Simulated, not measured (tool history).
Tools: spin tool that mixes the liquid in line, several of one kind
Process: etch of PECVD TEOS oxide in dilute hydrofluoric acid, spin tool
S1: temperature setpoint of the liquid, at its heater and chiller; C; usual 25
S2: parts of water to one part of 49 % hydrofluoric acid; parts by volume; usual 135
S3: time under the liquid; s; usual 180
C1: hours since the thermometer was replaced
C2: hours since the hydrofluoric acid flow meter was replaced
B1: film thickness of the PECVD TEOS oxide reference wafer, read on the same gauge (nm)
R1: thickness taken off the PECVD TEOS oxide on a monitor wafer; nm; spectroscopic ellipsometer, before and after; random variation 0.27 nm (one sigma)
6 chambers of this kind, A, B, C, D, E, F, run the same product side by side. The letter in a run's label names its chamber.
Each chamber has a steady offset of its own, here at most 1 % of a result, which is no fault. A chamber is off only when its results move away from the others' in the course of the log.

{"run": "1E", "hour": 2.8, "S1": 25, "S2": 135, "S3": 180, "C1": 179.7, "C2": 405.8, "B1": 149.98, "R1": 38.203}
{"run": "2B", "hour": 8.4, "S1": 25, "S2": 135, "S3": 180, "C1": 291.1, "C2": 749.7, "B1": 150.01, "R1": 38.23}
{"run": "3A", "hour": 12.5, "S1": 25, "S2": 135, "S3": 180, "C1": 541.8, "C2": 367.6, "B1": 150.0, "R1": 37.799}
{"run": "4F", "hour": 17.4, "S1": 25, "S2": 135, "S3": 180, "C1": 1408.4, "C2": 627.4, "B1": 150.02, "R1": 37.828}
{"run": "5D", "hour": 20.6, "S1": 25, "S2": 135, "S3": 180, "C1": 2122.0, "C2": 283.6, "B1": 150.01, "R1": 37.601}
{"run": "6C", "hour": 26.3, "S1": 25, "S2": 135, "S3": 180, "C1": 96.8, "C2": 1526.7, "B1": 150.0, "R1": 37.52}
{"run": "7D", "hour": 30.6, "S1": 25, "S2": 135, "S3": 180, "C1": 2132.0, "C2": 293.6, "B1": 149.99, "R1": 37.931}
{"run": "8A", "hour": 34.9, "S1": 25, "S2": 135, "S3": 180, "C1": 564.2, "C2": 390.0, "B1": 149.99, "R1": 37.22}
{"run": "9B", "hour": 38.7, "S1": 25, "S2": 135, "S3": 180, "C1": 321.4, "C2": 780.0, "B1": 150.0, "R1": 37.469}
{"hour": 41.0, "done": "chamber A: thermometer replaced"}
{"run": "10F", "hour": 43.8, "S1": 25, "S2": 135, "S3": 180, "C1": 1434.8, "C2": 653.8, "B1": 149.99, "R1": 37.894}
{"run": "11C", "hour": 47.7, "S1": 25, "S2": 135, "S3": 180, "C1": 118.2, "C2": 1548.1, "B1": 150.01, "R1": 38.506}
{"run": "12E", "hour": 52.2, "S1": 25, "S2": 135, "S3": 180, "C1": 229.1, "C2": 455.2, "B1": 149.97, "R1": 37.755}
{"run": "13E", "hour": 56.6, "S1": 25, "S2": 135, "S3": 180, "C1": 233.5, "C2": 459.6, "B1": 150.0, "R1": 38.091}
{"run": "14B", "hour": 60.5, "S1": 25, "S2": 135, "S3": 180, "C1": 343.2, "C2": 801.8, "B1": 149.99, "R1": 37.853}
{"run": "15D", "hour": 65.2, "S1": 25, "S2": 135, "S3": 180, "C1": 2166.6, "C2": 328.2, "B1": 150.01, "R1": 37.43}
{"run": "16C", "hour": 71.1, "S1": 25, "S2": 135, "S3": 180, "C1": 141.6, "C2": 1571.5, "B1": 149.98, "R1": 38.059}
{"run": "17F", "hour": 75.7, "S1": 25, "S2": 135, "S3": 180, "C1": 1466.7, "C2": 685.7, "B1": 150.0, "R1": 37.703}
{"run": "18A", "hour": 80.6, "S1": 25, "S2": 135, "S3": 180, "C1": 39.7, "C2": 435.7, "B1": 150.01, "R1": 37.782}
{"run": "19B", "hour": 85.7, "S1": 25, "S2": 165, "S3": 180, "C1": 368.4, "C2": 827.0, "B1": 150.0, "R1": 29.509}
{"run": "20C", "hour": 90.9, "S1": 25, "S2": 165, "S3": 180, "C1": 161.4, "C2": 1591.3, "B1": 150.02, "R1": 30.09}
{"run": "21A", "hour": 94.6, "S1": 25, "S2": 165, "S3": 180, "C1": 53.7, "C2": 449.7, "B1": 150.01, "R1": 29.798}
{"run": "22D", "hour": 97.3, "S1": 25, "S2": 165, "S3": 180, "C1": 2198.7, "C2": 360.3, "B1": 150.0, "R1": 29.928}
{"run": "23F", "hour": 102.3, "S1": 25, "S2": 165, "S3": 180, "C1": 1493.3, "C2": 712.3, "B1": 150.01, "R1": 29.653}
{"run": "24E", "hour": 106.5, "S1": 25, "S2": 165, "S3": 180, "C1": 283.4, "C2": 509.5, "B1": 150.01, "R1": 29.987}
{"run": "25C", "hour": 112.3, "S1": 25, "S2": 70, "S3": 255, "C1": 182.8, "C2": 1612.7, "B1": 149.99, "R1": 113.79}
{"run": "26F", "hour": 116.1, "S1": 25, "S2": 70, "S3": 255, "C1": 1507.1, "C2": 726.1, "B1": 149.99, "R1": 113.25}
{"run": "27A", "hour": 121.3, "S1": 25, "S2": 70, "S3": 255, "C1": 80.4, "C2": 476.4, "B1": 150.04, "R1": 110.92}
{"run": "28E", "hour": 127.2, "S1": 25, "S2": 70, "S3": 255, "C1": 304.1, "C2": 530.2, "B1": 149.98, "R1": 113.83}
{"run": "29D", "hour": 130.6, "S1": 25, "S2": 70, "S3": 255, "C1": 2232.0, "C2": 393.6, "B1": 149.99, "R1": 110.49}
{"run": "30B", "hour": 136.2, "S1": 25, "S2": 70, "S3": 255, "C1": 418.9, "C2": 877.5, "B1": 150.01, "R1": 105.38}
{"run": "31B", "hour": 139.0, "S1": 25, "S2": 135, "S3": 180, "C1": 421.7, "C2": 880.3, "B1": 150.02, "R1": 36.437}
{"run": "32F", "hour": 144.0, "S1": 25, "S2": 135, "S3": 180, "C1": 1535.0, "C2": 754.0, "B1": 150.0, "R1": 37.223}
{"run": "33C", "hour": 146.6, "S1": 25, "S2": 135, "S3": 180, "C1": 217.1, "C2": 1647.0, "B1": 150.01, "R1": 37.936}
{"run": "34A", "hour": 152.3, "S1": 25, "S2": 70, "S3": 95, "C1": 111.4, "C2": 507.4, "B1": 149.99, "R1": 41.353}
{"run": "35D", "hour": 157.0, "S1": 25, "S2": 70, "S3": 95, "C1": 2258.4, "C2": 420.0, "B1": 149.98, "R1": 40.871}
{"run": "36E", "hour": 160.2, "S1": 25, "S2": 70, "S3": 95, "C1": 337.1, "C2": 563.2, "B1": 149.99, "R1": 42.368}
{"run": "37C", "hour": 164.0, "S1": 25, "S2": 70, "S3": 95, "C1": 234.5, "C2": 1664.4, "B1": 150.0, "R1": 42.024}
{"run": "38F", "hour": 169.8, "S1": 25, "S2": 70, "S3": 95, "C1": 1560.8, "C2": 779.8, "B1": 150.03, "R1": 42.07}
{"run": "39E", "hour": 175.4, "S1": 25, "S2": 70, "S3": 95, "C1": 352.3, "C2": 578.4, "B1": 149.99, "R1": 42.311}
{"run": "40A", "hour": 179.3, "S1": 25, "S2": 135, "S3": 180, "C1": 138.4, "C2": 534.4, "B1": 149.99, "R1": 37.553}
{"run": "41D", "hour": 182.8, "S1": 25, "S2": 135, "S3": 180, "C1": 2284.2, "C2": 445.8, "B1": 150.02, "R1": 37.356}
{"run": "42B", "hour": 187.4, "S1": 25, "S2": 200, "S3": 120, "C1": 470.1, "C2": 928.7, "B1": 149.98, "R1": 14.961}

All 6 chambers run these settings next. Forecast each chamber's results:
{"run": "43A", "hour": 191.6, "S1": 28, "S2": 135, "S3": 180, "R1": "?"}
{"run": "43B", "hour": 191.6, "S1": 28, "S2": 135, "S3": 180, "R1": "?"}
{"run": "43C", "hour": 191.6, "S1": 28, "S2": 135, "S3": 180, "R1": "?"}
{"run": "43D", "hour": 191.6, "S1": 28, "S2": 135, "S3": 180, "R1": "?"}
{"run": "43E", "hour": 191.6, "S1": 28, "S2": 135, "S3": 180, "R1": "?"}
{"run": "43F", "hour": 191.6, "S1": 28, "S2": 135, "S3": 180, "R1": "?"}

run=43A R1=42.290
run=43B R1=40.297
run=43C R1=42.715
run=43D R1=42.453
run=43E R1=42.671
run=43F R1=42.021
